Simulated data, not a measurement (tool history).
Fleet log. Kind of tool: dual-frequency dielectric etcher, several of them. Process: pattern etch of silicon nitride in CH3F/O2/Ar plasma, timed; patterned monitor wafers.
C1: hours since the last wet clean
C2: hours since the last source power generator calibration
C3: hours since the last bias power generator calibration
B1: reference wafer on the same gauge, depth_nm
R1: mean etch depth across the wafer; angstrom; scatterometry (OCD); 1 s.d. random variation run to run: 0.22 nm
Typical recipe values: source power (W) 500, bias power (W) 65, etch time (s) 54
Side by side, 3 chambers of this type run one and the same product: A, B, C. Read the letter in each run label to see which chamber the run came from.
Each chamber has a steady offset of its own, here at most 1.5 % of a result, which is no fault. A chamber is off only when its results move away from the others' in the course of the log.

run 1A hour=6.1 | source_power_(W)=500 bias_power_(W)=65 etch_time_(s)=54 | C1=329.5 C2=2768.9 C3=865.8 | B1=42.004 | R1=395.74
run 2C hour=14.3 | source_power_(W)=500 bias_power_(W)=65 etch_time_(s)=54 | C1=518.6 C2=560.5 C3=1799.4 | B1=42.009 | R1=400.37
run 3B hour=27.8 | source_power_(W)=500 bias_power_(W)=65 etch_time_(s)=54 | C1=364.2 C2=1250.5 C3=719.7 | B1=42.023 | R1=393.05
run 4B hour=37.4 | source_power_(W)=500 bias_power_(W)=65 etch_time_(s)=54 | C1=373.8 C2=1260.1 C3=729.3 | B1=42.039 | R1=395.59
run 5A hour=47.5 | source_power_(W)=500 bias_power_(W)=65 etch_time_(s)=54 | C1=370.9 C2=2810.3 C3=907.2 | B1=42.037 | R1=392.93
run 6C hour=57.5 | source_power_(W)=500 bias_power_(W)=65 etch_time_(s)=54 | C1=561.8 C2=603.7 C3=1842.6 | B1=42 | R1=403.95
-- hour=63 chamber C: bias power generator calibrated
run 7C hour=69.1 | source_power_(W)=500 bias_power_(W)=65 etch_time_(s)=54 | C1=573.4 C2=615.3 C3=6.2 | B1=42.027 | R1=400.82
run 8A hour=76.5 | source_power_(W)=500 bias_power_(W)=65 etch_time_(s)=54 | C1=399.9 C2=2839.3 C3=936.2 | B1=42.028 | R1=400.43
run 9B hour=86.2 | source_power_(W)=500 bias_power_(W)=65 etch_time_(s)=54 | C1=422.6 C2=1308.9 C3=778.1 | B1=41.978 | R1=395.47
run 10C hour=94.6 | source_power_(W)=580 bias_power_(W)=78 etch_time_(s)=54 | C1=598.9 C2=640.8 C3=31.7 | B1=41.96 | R1=452.6
run 11B hour=106.1 | source_power_(W)=580 bias_power_(W)=78 etch_time_(s)=54 | C1=442.5 C2=1328.8 C3=798 | B1=42.017 | R1=440.83
run 12A hour=114.5 | source_power_(W)=580 bias_power_(W)=78 etch_time_(s)=54 | C1=437.9 C2=2877.3 C3=974.2 | B1=41.945 | R1=443.91
run 13C hour=127.3 | source_power_(W)=500 bias_power_(W)=65 etch_time_(s)=54 | C1=631.6 C2=673.5 C3=64.4 | B1=42.013 | R1=402.47
-- hour=132.7 chamber C: wet clean of the chamber
run 14A hour=136.9 | source_power_(W)=500 bias_power_(W)=65 etch_time_(s)=54 | C1=460.3 C2=2899.7 C3=996.6 | B1=42.004 | R1=395.99
run 15B hour=147.7 | source_power_(W)=500 bias_power_(W)=65 etch_time_(s)=54 | C1=484.1 C2=1370.4 C3=839.6 | B1=42.025 | R1=397.37
run 16B hour=159.8 | source_power_(W)=500 bias_power_(W)=65 etch_time_(s)=54 | C1=496.2 C2=1382.5 C3=851.7 | B1=42.036 | R1=397.71
-- hour=163.8 chamber B: wet clean of the chamber
run 17A hour=170.7 | source_power_(W)=570 bias_power_(W)=65 etch_time_(s)=43 | C1=494.1 C2=2933.5 C3=1030.4 | B1=41.938 | R1=330.11
run 18C hour=180.6 | source_power_(W)=570 bias_power_(W)=65 etch_time_(s)=43 | C1=48 C2=726.8 C3=117.7 | B1=42.032 | R1=348.28
-- hour=182.6 chamber A: wet clean of the chamber
run 19A hour=194 | source_power_(W)=570 bias_power_(W)=65 etch_time_(s)=43 | C1=11.5 C2=2956.8 C3=1053.7 | B1=41.949 | R1=331.81
run 20B hour=201.7 | source_power_(W)=500 bias_power_(W)=65 etch_time_(s)=54 | C1=37.9 C2=1424.4 C3=893.6 | B1=42.048 | R1=393.98
run 21C hour=214.8 | source_power_(W)=500 bias_power_(W)=65 etch_time_(s)=54 | C1=82.2 C2=761 C3=151.9 | B1=41.986 | R1=420.45
run 22C hour=221.5 | source_power_(W)=560 bias_power_(W)=65 etch_time_(s)=47.5 | C1=88.9 C2=767.7 C3=158.6 | B1=42.003 | R1=386.65
run 23A hour=233.4 | source_power_(W)=560 bias_power_(W)=65 etch_time_(s)=47.5 | C1=50.9 C2=2996.2 C3=1093.1 | B1=42.039 | R1=364.5
run 24B hour=245.5 | source_power_(W)=560 bias_power_(W)=65 etch_time_(s)=47.5 | C1=81.7 C2=1468.2 C3=937.4 | B1=41.968 | R1=363.45

Next, all 3 chambers run the settings below, one line each with question marks for the results. What does each chamber give?
run 25A hour=255.6 | source_power_(W)=500 bias_power_(W)=57 etch_time_(s)=54 | R1=?
run 25B hour=255.6 | source_power_(W)=500 bias_power_(W)=57 etch_time_(s)=54 | R1=?
run 25C hour=255.6 | source_power_(W)=500 bias_power_(W)=57 etch_time_(s)=54 | R1=?

run=25A R1=381.43
run=25B R1=376.99
run=25C R1=400.14
